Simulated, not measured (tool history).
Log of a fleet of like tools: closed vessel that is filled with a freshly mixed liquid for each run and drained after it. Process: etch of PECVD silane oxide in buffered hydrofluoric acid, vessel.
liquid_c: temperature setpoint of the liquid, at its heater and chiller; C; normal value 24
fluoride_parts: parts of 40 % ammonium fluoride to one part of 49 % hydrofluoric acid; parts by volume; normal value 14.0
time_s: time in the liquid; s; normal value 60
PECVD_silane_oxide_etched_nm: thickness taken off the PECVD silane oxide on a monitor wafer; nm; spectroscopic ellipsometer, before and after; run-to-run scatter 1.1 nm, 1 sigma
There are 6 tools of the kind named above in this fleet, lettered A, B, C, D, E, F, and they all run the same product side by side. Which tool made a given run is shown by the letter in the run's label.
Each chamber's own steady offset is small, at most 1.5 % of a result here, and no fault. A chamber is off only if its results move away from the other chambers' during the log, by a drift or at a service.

| run | hour | liquid_c | fluoride_parts | time_s | read-back film thickness of the PECVD silane oxide reference wafer, read on the same gauge (nm) | PECVD_silane_oxide_etched_nm |
|---|---|---|---|---|---|---|
|  | 5.9 | chamber E: hydrofluoric acid flow meter replaced |
| 1E | 7.1 | 24 | 14.0 | 60 | 39.981 | 200.13 |
| 2D | 14.6 | 24 | 14.0 | 60 | 39.961 | 196.82 |
| 3F | 25.7 | 24 | 14.0 | 60 | 39.987 | 197.94 |
| 4B | 37.3 | 24 | 14.0 | 60 | 39.987 | 198.95 |
| 5A | 43.1 | 24 | 14.0 | 60 | 40.034 | 199.40 |
| 6C | 52.0 | 24 | 14.0 | 60 | 40.020 | 197.33 |
| 7F | 63.0 | 24 | 14.0 | 60 | 39.999 | 196.94 |
| 8C | 74.3 | 24 | 14.0 | 60 | 40.044 | 198.87 |
|  | 80.8 | chamber F: thermometer replaced |
| 9E | 81.8 | 24 | 14.0 | 60 | 40.021 | 200.04 |
| 10D | 88.4 | 24 | 14.0 | 60 | 40.000 | 197.50 |
| 11A | 95.8 | 24 | 14.0 | 60 | 39.967 | 197.62 |
|  | 104.0 | chamber A: thermometer replaced |
| 12B | 104.6 | 24 | 14.0 | 60 | 40.022 | 196.23 |
| 13C | 112.3 | 24 | 14.0 | 60 | 39.971 | 197.53 |
| 14D | 122.2 | 24 | 14.0 | 60 | 39.995 | 195.68 |
| 15A | 132.6 | 24 | 14.0 | 60 | 40.032 | 198.47 |
| 16E | 140.0 | 24 | 14.0 | 40 | 40.002 | 133.09 |
| 17B | 146.0 | 24 | 14.0 | 40 | 40.039 | 130.92 |
| 18F | 155.5 | 24 | 14.0 | 40 | 39.977 | 136.91 |
| 19E | 166.5 | 24 | 14.0 | 40 | 39.969 | 134.96 |
| 20A | 173.6 | 24 | 14.0 | 40 | 39.981 | 133.11 |
| 21F | 180.5 | 24 | 14.0 | 40 | 39.982 | 133.79 |
| 22C | 187.4 | 28 | 18.0 | 60 | 40.027 | 192.67 |
| 23B | 195.0 | 28 | 18.0 | 60 | 39.961 | 191.03 |
|  | 199.0 | chamber B: thermometer replaced |
| 24D | 201.2 | 28 | 18.0 | 60 | 40.015 | 191.52 |
| 25B | 208.4 | 28 | 18.0 | 60 | 40.048 | 190.41 |
| 26A | 218.1 | 28 | 18.0 | 60 | 39.978 | 192.19 |
| 27F | 223.1 | 28 | 18.0 | 60 | 40.041 | 198.66 |
| 28E | 230.3 | 24 | 14.0 | 60 | 39.962 | 200.63 |
| 29D | 239.6 | 24 | 14.0 | 60 | 40.019 | 196.02 |
|  | 249.1 | chamber D: thermometer replaced |
| 30C | 251.1 | 24 | 14.0 | 60 | 40.000 | 198.75 |
| 31E | 257.4 | 24 | 14.0 | 60 | 39.986 | 199.54 |
| 32F | 266.6 | 24 | 14.0 | 60 | 39.958 | 206.53 |
| 33B | 276.9 | 24 | 11.5 | 60 | 39.979 | 238.14 |
| 34D | 286.6 | 24 | 11.5 | 60 | 40.016 | 239.98 |
| 35A | 295.0 | 24 | 11.5 | 60 | 39.998 | 240.03 |
| 36C | 303.8 | 24 | 11.5 | 60 | 40.035 | 241.59 |
| 37F | 312.9 | 24 | 11.5 | 60 | 40.021 | 252.36 |
| 38A | 324.1 | 24 | 11.5 | 60 | 39.980 | 239.14 |
| 39C | 333.4 | 24 | 14.0 | 60 | 40.001 | 198.76 |
| 40E | 340.8 | 24 | 14.0 | 60 | 40.007 | 201.24 |
| 41B | 348.2 | 24 | 14.0 | 60 | 39.984 | 197.30 |

Read the log: is a single chamber off, either drifting away or since a service, is the gauge that measures every chamber drifting, or is nothing wrong beyond small per-chamber offsets? Name any odd chamber and what most likely caused it.

It is chamber F that slowly wanders off from its peers.
Most likely cause: hydrofluoric acid flow above the setpoint (%) = 5.38.

Chamber F could run next with any of the 4 candidate recipes listed below; each alters the usual settings, and their results appear as question marks. Which one brings its results back in line with what the other chambers deliver on the usual settings?
To be in line, a result may differ from the other chambers' mean on the usual settings by at most: PECVD_silane_oxide_etched_nm 3.80 nm
| 42F-1 | 356.4 | 24 | 14.0 | 55 |  | ? |
| 42F-2 | 356.4 | 25 | 14.0 | 60 |  | ? |
| 42F-3 | 356.4 | 23 | 14.0 | 60 |  | ? |
| 42F-4 | 356.4 | 24 | 14.0 | 65 |  | ? |

On the usual settings, the other chambers give on average: PECVD_silane_oxide_etched_nm 198.72 nm
| run | PECVD_silane_oxide_etched_nm |
|---|---|
| 42F-1 | 190.94 |
| 42F-2 | 219.82 |
| 42F-3 | 197.30 |
| 42F-4 | 225.65 |
Change 42F-3 lands the chamber within the allowed miss of the other chambers.

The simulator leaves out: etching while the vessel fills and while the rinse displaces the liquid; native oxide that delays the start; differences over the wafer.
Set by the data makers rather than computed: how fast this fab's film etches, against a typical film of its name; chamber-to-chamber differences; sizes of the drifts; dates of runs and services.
